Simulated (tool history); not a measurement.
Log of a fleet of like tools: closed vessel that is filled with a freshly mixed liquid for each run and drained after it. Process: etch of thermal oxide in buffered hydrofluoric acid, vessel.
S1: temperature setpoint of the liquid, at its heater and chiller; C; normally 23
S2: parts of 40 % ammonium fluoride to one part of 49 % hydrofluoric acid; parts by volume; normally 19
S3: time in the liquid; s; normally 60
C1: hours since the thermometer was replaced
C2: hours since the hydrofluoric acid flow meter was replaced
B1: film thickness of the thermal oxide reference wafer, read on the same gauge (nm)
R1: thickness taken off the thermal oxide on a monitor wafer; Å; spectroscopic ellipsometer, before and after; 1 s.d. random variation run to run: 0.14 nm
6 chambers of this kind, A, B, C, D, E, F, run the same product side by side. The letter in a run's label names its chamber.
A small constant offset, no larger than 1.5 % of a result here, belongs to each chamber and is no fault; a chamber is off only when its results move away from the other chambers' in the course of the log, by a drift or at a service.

| run | day | S1 | S2 | S3 | C1 | C2 | B1 | R1 |
|---|---|---|---|---|---|---|---|---|
| 1B | 0.242 | 23 | 19 | 60 | 332.2 | 319 | 150.04 | 353.05 |
| 2C | 0.517 | 23 | 19 | 60 | 607.9 | 1891.4 | 149.99 | 356.76 |
| 3F | 0.729 | 23 | 19 | 60 | 497.3 | 440.7 | 149.99 | 358.67 |
| 4D | 0.967 | 23 | 19 | 60 | 121.8 | 848.3 | 150.01 | 354.5 |
|  | 1.008 | chamber F: thermometer replaced |
| 5E | 1.304 | 23 | 19 | 60 | 53.2 | 808.3 | 149.97 | 360.69 |
| 6A | 1.583 | 23 | 19 | 60 | 395.1 | 889.8 | 150.01 | 354.1 |
| 7E | 1.908 | 23 | 19 | 60 | 67.7 | 822.8 | 150.02 | 358.75 |
| 8F | 2.104 | 23 | 19 | 60 | 26.4 | 473.7 | 150.01 | 357.08 |
| 9D | 2.275 | 23 | 21.5 | 60 | 153.2 | 879.7 | 149.99 | 322.89 |
| 10A | 2.475 | 23 | 21.5 | 60 | 416.5 | 911.2 | 149.99 | 320.89 |
| 11C | 2.796 | 23 | 21.5 | 60 | 662.6 | 1946.1 | 150.04 | 324.07 |
| 12B | 3.046 | 23 | 21.5 | 60 | 399.5 | 386.3 | 150 | 321.88 |
| 13A | 3.3 | 23 | 21.5 | 60 | 436.3 | 931 | 149.97 | 324.59 |
| 14C | 3.467 | 23 | 21.5 | 60 | 678.7 | 1962.2 | 150.01 | 322.94 |
| 15E | 3.783 | 23 | 19 | 60 | 112.7 | 867.8 | 149.98 | 358.06 |
| 16D | 3.983 | 23 | 19 | 60 | 194.2 | 920.7 | 150 | 353.9 |
| 17B | 4.279 | 23 | 19 | 70 | 429.1 | 415.9 | 149.94 | 414.75 |
| 18F | 4.517 | 23 | 19 | 70 | 84.3 | 531.6 | 149.99 | 415.66 |
| 19E | 4.708 | 23 | 19 | 70 | 134.9 | 890 | 150.03 | 418.29 |
| 20D | 5.012 | 23 | 19 | 70 | 218.9 | 945.4 | 150.03 | 414.83 |
| 21C | 5.171 | 23 | 19 | 70 | 719.6 | 2003.1 | 149.97 | 420.18 |
| 22F | 5.358 | 23 | 19 | 70 | 104.5 | 551.8 | 149.99 | 422.06 |
| 23B | 5.596 | 23 | 16 | 60 | 460.7 | 447.5 | 150.01 | 417.92 |
| 24A | 5.904 | 23 | 16 | 60 | 498.8 | 993.5 | 149.97 | 418 |
| 25B | 6.129 | 23 | 16 | 60 | 473.5 | 460.3 | 149.99 | 419.44 |
| 26C | 6.317 | 23 | 16 | 60 | 747.1 | 2030.6 | 150 | 432.83 |
| 27A | 6.521 | 23 | 16 | 60 | 513.6 | 1008.3 | 150.02 | 417.43 |
| 28F | 6.779 | 23 | 16 | 60 | 138.6 | 585.9 | 150 | 426.42 |
| 29E | 6.954 | 23 | 19 | 60 | 188.8 | 943.9 | 150 | 358.21 |
| 30D | 7.258 | 23 | 19 | 60 | 272.8 | 999.3 | 149.97 | 353.37 |
| 31B | 7.421 | 23 | 19 | 60 | 504.5 | 491.3 | 149.96 | 354.45 |
| 32D | 7.604 | 23 | 19 | 60 | 281.1 | 1007.6 | 150.04 | 351.86 |
| 33C | 7.808 | 23 | 19 | 60 | 782.9 | 2066.4 | 149.99 | 368.03 |
| 34E | 8.038 | 23 | 19 | 60 | 214.8 | 969.9 | 150.02 | 359.55 |
| 35A | 8.217 | 23 | 19 | 60 | 554.3 | 1049 | 149.99 | 355.14 |
| 36F | 8.367 | 23 | 19 | 60 | 176.7 | 624 | 149.96 | 358.87 |
| 37E | 8.675 | 23 | 19 | 60 | 230.1 | 985.2 | 149.99 | 358.92 |
| 38B | 8.854 | 23 | 13 | 60 | 538.9 | 525.7 | 150.03 | 513.42 |
| 39A | 9.092 | 23 | 13 | 60 | 575.3 | 1070 | 150.03 | 513.07 |
| 40D | 9.388 | 23 | 13 | 60 | 323.9 | 1050.4 | 150.02 | 518.51 |
| 41C | 9.583 | 23 | 13 | 60 | 825.5 | 2109 | 149.96 | 543.82 |
| 42F | 9.838 | 23 | 13 | 60 | 212 | 659.3 | 150.03 | 518.29 |

The same settings go to every chamber for the next run, one line per chamber below. Forecast the results for each:
| 43A | 10.079 | 26 | 19 | 60 |  |  |  | ? |
| 43B | 10.079 | 26 | 19 | 60 |  |  |  | ? |
| 43C | 10.079 | 26 | 19 | 60 |  |  |  | ? |
| 43D | 10.079 | 26 | 19 | 60 |  |  |  | ? |
| 43E | 10.079 | 26 | 19 | 60 |  |  |  | ? |
| 43F | 10.079 | 26 | 19 | 60 |  |  |  | ? |

| run | R1 |
|---|---|
| 43A | 417.6 |
| 43B | 419.04 |
| 43C | 440.75 |
| 43D | 414.14 |
| 43E | 421.09 |
| 43F | 420.7 |
